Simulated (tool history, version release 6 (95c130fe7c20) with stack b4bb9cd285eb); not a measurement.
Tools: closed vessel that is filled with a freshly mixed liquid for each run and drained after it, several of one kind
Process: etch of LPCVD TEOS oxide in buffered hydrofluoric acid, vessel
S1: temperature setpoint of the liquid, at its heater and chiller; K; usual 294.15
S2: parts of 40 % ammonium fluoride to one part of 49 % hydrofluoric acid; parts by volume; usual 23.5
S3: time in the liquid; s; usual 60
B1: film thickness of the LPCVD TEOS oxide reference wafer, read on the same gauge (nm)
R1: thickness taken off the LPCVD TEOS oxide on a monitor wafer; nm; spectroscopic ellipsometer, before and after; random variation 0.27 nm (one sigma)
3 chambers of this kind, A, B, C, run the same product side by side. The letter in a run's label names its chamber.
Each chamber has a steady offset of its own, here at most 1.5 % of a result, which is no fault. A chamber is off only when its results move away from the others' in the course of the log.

Run 1A, hour 6.7: usual settings; B1 100.02. Result: R1 37.097 nm.
Run 2B, hour 13.4: usual settings; B1 99.985. Result: R1 36.798 nm.
Run 3C, hour 18.2: usual settings; B1 100.04. Result: R1 37.686 nm.
Run 4A, hour 23.2: usual settings; B1 100. Result: R1 36.983 nm.
Run 5B, hour 28.4: usual settings; B1 99.967. Result: R1 36.806 nm.
Run 6C, hour 34.6: usual settings; B1 100.03. Result: R1 37.314 nm.
Run 7B, hour 38.8: usual settings; B1 99.98. Result: R1 36.641 nm.
Run 8C, hour 44.8: usual settings; B1 100.06. Result: R1 37.072 nm.
Run 9A, hour 50: usual settings; B1 99.989. Result: R1 37.027 nm.
Run 10C, hour 57.6: usual settings; B1 99.99. Result: R1 37.51 nm.
Run 11B, hour 65.2: usual settings; B1 99.983. Result: R1 36.699 nm.
Run 12A, hour 71.4: usual settings; B1 99.976. Result: R1 36.903 nm.
Run 13C, hour 79.2: usual settings; B1 99.953. Result: R1 37.815 nm.
At hour 80.6: chamber C: hydrofluoric acid flow meter replaced.
Run 14A, hour 85.6: usual settings; B1 100.02. Result: R1 36.375 nm.
Run 15B, hour 91.3: usual settings; B1 100.01. Result: R1 36.679 nm.
Run 16A, hour 98.9: usual settings; B1 100. Result: R1 36.06 nm.
Run 17B, hour 107.1: usual settings; B1 99.988. Result: R1 36.655 nm.
Run 18C, hour 114.7: usual settings; B1 99.967. Result: R1 37.89 nm.
Run 19C, hour 121.6: usual settings; B1 100. Result: R1 37.506 nm.
Run 20B, hour 125.2: usual settings; B1 99.988. Result: R1 37.027 nm.
Run 21A, hour 131.2: usual settings; B1 100.02. Result: R1 34.858 nm.
Run 22A, hour 137.4: usual settings; B1 99.998. Result: R1 34.706 nm.
Run 23C, hour 145.2: usual settings; B1 100.02. Result: R1 37.145 nm.
Run 24B, hour 151: usual settings; B1 100.02. Result: R1 36.819 nm.

Next, every chamber runs the same settings. What will each give?
Run 25A, hour 156.9: usual settings. Result: R1 ?.
Run 25B, hour 156.9: usual settings. Result: R1 ?.
Run 25C, hour 156.9: usual settings. Result: R1 ?.

run      R1
25A  34.466
25B  36.216
25C  37.656
